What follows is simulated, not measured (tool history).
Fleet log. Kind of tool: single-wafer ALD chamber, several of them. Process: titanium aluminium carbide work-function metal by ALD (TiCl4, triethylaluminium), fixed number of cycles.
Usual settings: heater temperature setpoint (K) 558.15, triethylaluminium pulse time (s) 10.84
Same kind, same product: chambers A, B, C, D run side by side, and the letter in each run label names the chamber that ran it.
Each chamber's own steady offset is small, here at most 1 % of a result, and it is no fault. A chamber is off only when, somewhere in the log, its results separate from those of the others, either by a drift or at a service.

run,hour,heater temperature setpoint (K),triethylaluminium pulse time (s),hours since the last thermocouple change,hours since the last triethylaluminium bottle change,"read-back reference wafer on the same gauge, thickness_nm",mean film thickness on the monitor wafer (Å)
# hour 3.6: chamber B: thermocouple changed; heater temperature recalibrated
1D,8.3,558.15,10.84,814.6,30.4,1.7303,18.867
2B,13.2,558.15,10.84,9.6,63.8,1.7296,19.056
3A,17.5,558.15,10.84,517.1,116.8,1.7290,18.731
4C,22.7,558.15,10.84,413.6,566.5,1.7289,18.905
5A,30.1,558.15,10.84,529.7,129.4,1.7287,18.771
6D,34.9,558.15,10.84,841.2,57.0,1.7276,18.829
7B,40.1,558.15,10.84,36.5,90.7,1.7281,18.967
8C,45.8,558.15,10.84,436.7,589.6,1.7281,18.918
9A,54.3,558.15,9.53,553.9,153.6,1.7276,18.473
10C,62.5,558.15,9.53,453.4,606.3,1.7268,18.691
11B,70.3,558.15,9.53,66.7,120.9,1.7270,18.732
12D,78.8,558.15,9.53,885.1,100.9,1.7265,18.560
13D,85.7,558.15,10.84,892.0,107.8,1.7258,18.831
14C,90.2,558.15,10.84,481.1,634.0,1.7256,18.855
15A,97.5,558.15,10.84,597.1,196.8,1.7254,18.729
16B,107.3,558.15,10.84,103.7,157.9,1.7240,18.923
17A,113.1,558.15,10.84,612.7,212.4,1.7254,18.743
18C,118.0,558.15,10.84,508.9,661.8,1.7242,18.853
19D,125.4,558.15,10.84,931.7,147.5,1.7244,18.748
20B,133.0,553.15,10.84,129.4,183.6,1.7243,18.541
21C,142.0,553.15,10.84,532.9,685.8,1.7235,18.421
22D,148.9,553.15,10.84,955.2,171.0,1.7230,18.397
23A,156.5,553.15,10.84,656.1,255.8,1.7227,18.238
24B,161.5,558.15,10.84,157.9,212.1,1.7221,18.954
25B,169.1,544.15,12.69,165.5,219.7,1.7222,17.916
26C,176.7,544.15,12.69,567.6,720.5,1.7213,17.869
27A,181.5,544.15,12.69,681.1,280.8,1.7215,17.653
28D,186.9,544.15,12.69,993.2,209.0,1.7217,17.764
29C,192.8,558.15,10.84,583.7,736.6,1.7213,18.902
30B,198.8,558.15,10.84,195.2,249.4,1.7206,18.904
31A,207.7,558.15,10.84,707.3,307.0,1.7193,18.673
32D,215.3,558.15,10.84,1021.6,237.4,1.7205,18.782
33B,223.5,558.15,10.84,219.9,274.1,1.7199,18.904
34A,232.5,558.15,10.84,732.1,331.8,1.7190,18.597
35C,238.0,558.15,10.84,628.9,781.8,1.7186,18.805
36D,242.8,558.15,10.84,1049.1,264.9,1.7191,18.738

Predict what each chamber gives when all 4 of them run the settings below next.
37A,249.9,567.15,10.84,,,,?
37B,249.9,567.15,10.84,,,,?
37C,249.9,567.15,10.84,,,,?
37D,249.9,567.15,10.84,,,,?

run,mean film thickness on the monitor wafer (Å)
37A,19.392
37B,19.642
37C,19.580
37D,19.510
